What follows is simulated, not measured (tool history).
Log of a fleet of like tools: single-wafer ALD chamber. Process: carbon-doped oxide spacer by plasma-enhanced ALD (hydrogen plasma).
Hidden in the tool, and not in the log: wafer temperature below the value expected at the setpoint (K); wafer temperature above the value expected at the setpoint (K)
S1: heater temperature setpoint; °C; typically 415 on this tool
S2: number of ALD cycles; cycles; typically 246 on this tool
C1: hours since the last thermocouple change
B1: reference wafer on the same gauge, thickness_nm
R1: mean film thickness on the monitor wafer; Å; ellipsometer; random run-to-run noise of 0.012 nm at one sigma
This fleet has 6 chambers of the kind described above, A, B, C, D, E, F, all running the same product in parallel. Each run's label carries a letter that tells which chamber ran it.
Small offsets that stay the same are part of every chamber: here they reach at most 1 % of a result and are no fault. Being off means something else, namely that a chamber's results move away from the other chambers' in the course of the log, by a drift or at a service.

run,day,S1,S2,C1,B1,R1
1D,0.246,415,246,732,13.002,117.9
2B,0.558,415,246,1060.1,13.005,117.82
3E,0.871,415,246,1007.4,13.001,117.59
4F,1.246,415,246,112.8,13.003,117.91
5A,1.55,415,246,1721.8,13.004,116.72
6C,2.054,415,246,360.2,13.009,117.25
7B,2.458,415,246,1105.7,13.009,117.7
8C,2.862,415,246,379.6,13.009,117.23
9F,3.162,415,246,158.8,13.013,117.9
10D,3.412,415,246,808,13.012,118.1
11E,3.738,415,246,1076.2,13.013,117.38
12A,4.25,415,265,1786.6,13.013,125.79
13B,4.642,415,265,1158.1,13.018,126.69
14E,4.929,415,265,1104.8,13.02,126.66
15F,5.35,415,265,211.3,13.022,126.98
16A,5.592,415,265,1818.8,13.022,125.86
17C,6.058,415,265,456.3,13.021,126.48
18D,6.383,415,246,879.3,13.022,117.97
19B,6.696,415,246,1207.4,13.029,117.91
20E,7.079,415,246,1156.4,13.026,117.64
21F,7.546,415,246,264,13.03,118.11
22D,7.988,415,246,917.8,13.025,117.94
23C,8.433,404,246,513.3,13.032,121.77
24A,8.875,404,246,1897.6,13.036,121.11
25D,9.3,404,246,949.3,13.033,122.21
26A,9.567,404,246,1914.2,13.038,121.24
27E,10,404,246,1226.5,13.039,121.75
28C,10.392,404,246,560.3,13.037,121.7
29B,10.692,405,222,1303.3,13.037,109.88
30F,11.133,405,222,350.1,13.046,109.96
31D,11.517,405,222,1002.5,13.043,109.95
32E,12.033,405,222,1275.3,13.046,109.76
33A,12.458,405,222,1983.6,13.048,108.94
34F,12.696,405,222,387.6,13.049,110.1
35B,13.204,415,246,1363.6,13.048,117.96
36C,13.612,420,202,637.6,13.051,95.109
37B,13.921,420,202,1380.8,13.054,95.507
38E,14.196,420,202,1327.2,13.051,95.232
39F,14.688,420,202,435.4,13.054,95.582

Each of the 6 chambers runs these same settings next. Fill in every chamber's results:
40A,15.058,415,205,,,?
40B,15.058,415,205,,,?
40C,15.058,415,205,,,?
40D,15.058,415,205,,,?
40E,15.058,415,205,,,?
40F,15.058,415,205,,,?

run,R1
40A,97.779
40B,98.489
40C,98.061
40D,98.365
40E,98.056
40F,98.542

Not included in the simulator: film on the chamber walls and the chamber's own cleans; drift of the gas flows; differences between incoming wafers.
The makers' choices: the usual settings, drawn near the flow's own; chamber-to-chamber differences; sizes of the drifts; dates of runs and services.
